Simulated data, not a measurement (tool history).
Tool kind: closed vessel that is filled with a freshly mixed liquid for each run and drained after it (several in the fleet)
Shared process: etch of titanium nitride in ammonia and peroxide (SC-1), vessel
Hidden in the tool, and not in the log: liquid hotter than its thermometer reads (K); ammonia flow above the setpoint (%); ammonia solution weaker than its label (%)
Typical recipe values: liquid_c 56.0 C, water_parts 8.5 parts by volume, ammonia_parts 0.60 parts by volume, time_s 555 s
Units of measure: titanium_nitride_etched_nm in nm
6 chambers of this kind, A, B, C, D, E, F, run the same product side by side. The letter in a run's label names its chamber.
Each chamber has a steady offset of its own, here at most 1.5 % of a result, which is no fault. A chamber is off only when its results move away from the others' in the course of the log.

run,hour,liquid_c,water_parts,ammonia_parts,time_s,hours since the thermometer was replaced,hours since the ammonia flow meter was replaced,hours since the drum of ammonia solution was connected,"read-back film thickness of the titanium nitride reference wafer, read on the same gauge (nm)",titanium_nitride_etched_nm
1D,4.4,56.0,8.5,0.60,555,1491.4,904.2,283.9,149.95,32.137
# hour 5.0: chamber F: new drum of ammonia solution connected
2A,8.9,56.0,8.5,0.60,555,355.7,1994.5,833.6,150.02,31.974
3F,11.4,56.0,8.5,0.60,555,303.2,655.2,6.4,149.95,32.112
4B,15.9,56.0,8.5,0.60,555,610.1,340.9,125.1,149.99,32.032
5E,19.7,56.0,8.5,0.60,555,1098.1,379.7,160.3,149.99,31.512
6C,22.9,56.0,8.5,0.60,555,501.5,575.2,862.1,150.02,31.570
7B,26.0,63.5,8.5,0.60,555,620.2,351.0,135.2,149.99,51.850
8E,29.2,63.5,8.5,0.60,555,1107.6,389.2,169.8,149.97,52.343
9D,31.9,63.5,8.5,0.60,555,1518.9,931.7,311.4,149.99,52.629
10F,34.0,63.5,8.5,0.60,555,325.8,677.8,29.0,149.97,52.080
11A,36.7,63.5,8.5,0.60,555,383.5,2022.3,861.4,149.98,51.861
12C,40.6,63.5,8.5,0.60,555,519.2,592.9,879.8,149.97,51.519
13D,44.0,56.0,8.5,0.60,555,1531.0,943.8,323.5,150.00,31.964
14E,46.7,56.0,8.5,0.60,555,1125.1,406.7,187.3,150.02,31.545
15A,51.4,56.0,8.5,0.60,555,398.2,2037.0,876.1,150.01,31.812
16F,55.7,56.0,8.5,0.60,555,347.5,699.5,50.7,150.02,31.562
# hour 57.6: chamber C: new drum of ammonia solution connected
17B,58.7,56.0,8.5,0.60,555,652.9,383.7,167.9,149.97,32.671
18C,61.8,56.0,8.5,0.60,555,540.4,614.1,4.3,150.00,31.449
19F,66.1,56.0,8.5,0.60,555,357.9,709.9,61.1,149.97,32.058
20E,69.5,56.0,11.5,0.60,555,1147.9,429.5,210.1,150.00,26.963
21D,71.6,56.0,11.5,0.60,555,1558.6,971.4,351.1,150.02,27.410
22A,75.5,56.0,11.5,0.60,555,422.3,2061.1,900.2,149.96,27.270
23B,77.6,56.0,11.5,0.60,555,671.8,402.6,186.8,150.04,27.571
24C,82.1,56.0,11.5,0.60,555,560.7,634.4,24.6,150.03,26.988
25B,85.1,56.0,11.5,0.60,555,679.3,410.1,194.3,149.97,27.534
26D,87.5,56.0,8.5,0.60,555,1574.5,987.3,367.0,150.05,32.206
27C,90.7,56.0,8.5,0.60,555,569.3,643.0,33.2,150.01,31.512
28E,94.0,56.0,8.5,0.60,555,1172.4,454.0,234.6,149.96,31.448
29F,98.8,56.0,8.5,0.60,555,390.6,742.6,93.8,149.97,31.919
30A,103.7,56.0,8.5,0.60,555,450.5,2089.3,928.4,150.01,31.323
31C,106.7,56.0,8.5,0.60,555,585.3,659.0,49.2,149.99,31.069
32B,109.8,56.0,8.5,0.60,555,704.0,434.8,219.0,149.98,33.257
33E,114.6,56.0,8.5,0.60,555,1193.0,474.6,255.2,149.95,31.517
34A,117.6,56.0,8.5,0.60,555,464.4,2103.2,942.3,149.96,31.530
35D,121.7,56.0,8.5,0.60,555,1608.7,1021.5,401.2,150.00,31.904
36F,123.9,56.0,8.5,0.60,555,415.7,767.7,118.9,150.00,31.961
37E,126.2,56.0,8.5,0.60,555,1204.6,486.2,266.8,149.98,31.383
# hour 128.7: chamber A: new drum of ammonia solution connected
38A,130.4,56.0,8.5,0.60,555,477.2,2116.0,1.7,149.97,31.599
39F,135.1,63.0,8.5,0.75,555,426.9,778.9,130.1,149.98,52.000

One chamber off, gauge drift, or nothing amiss beyond the chambers' own small offsets? If it is a chamber, which one, and what is the likeliest cause?

It is chamber B that slowly wanders off from its peers.
Cause: liquid hotter than its thermometer reads (K) = 0.866.

Chamber B could run next with any of the 4 candidate recipes listed below; each alters the usual settings, and their results appear as question marks. Which one brings its results back in line with what the other chambers deliver on the usual settings?
Counts as in line when no further than this from what the other chambers average on the usual settings: titanium_nitride_etched_nm 0.840 nm
40B-1,138.6,56.0,8.5,0.60,525,,,,,?
40B-2,138.6,55.0,8.5,0.60,525,,,,,?
40B-3,138.6,56.0,7.5,0.60,555,,,,,?
40B-4,138.6,58.0,8.5,0.60,555,,,,,?

The other chambers' mean on the usual settings: titanium_nitride_etched_nm 31.786 nm
run,titanium_nitride_etched_nm
40B-1,32.028
40B-2,29.972
40B-3,36.081
40B-4,38.590
With 40B-1, the chamber falls back in line with the rest.
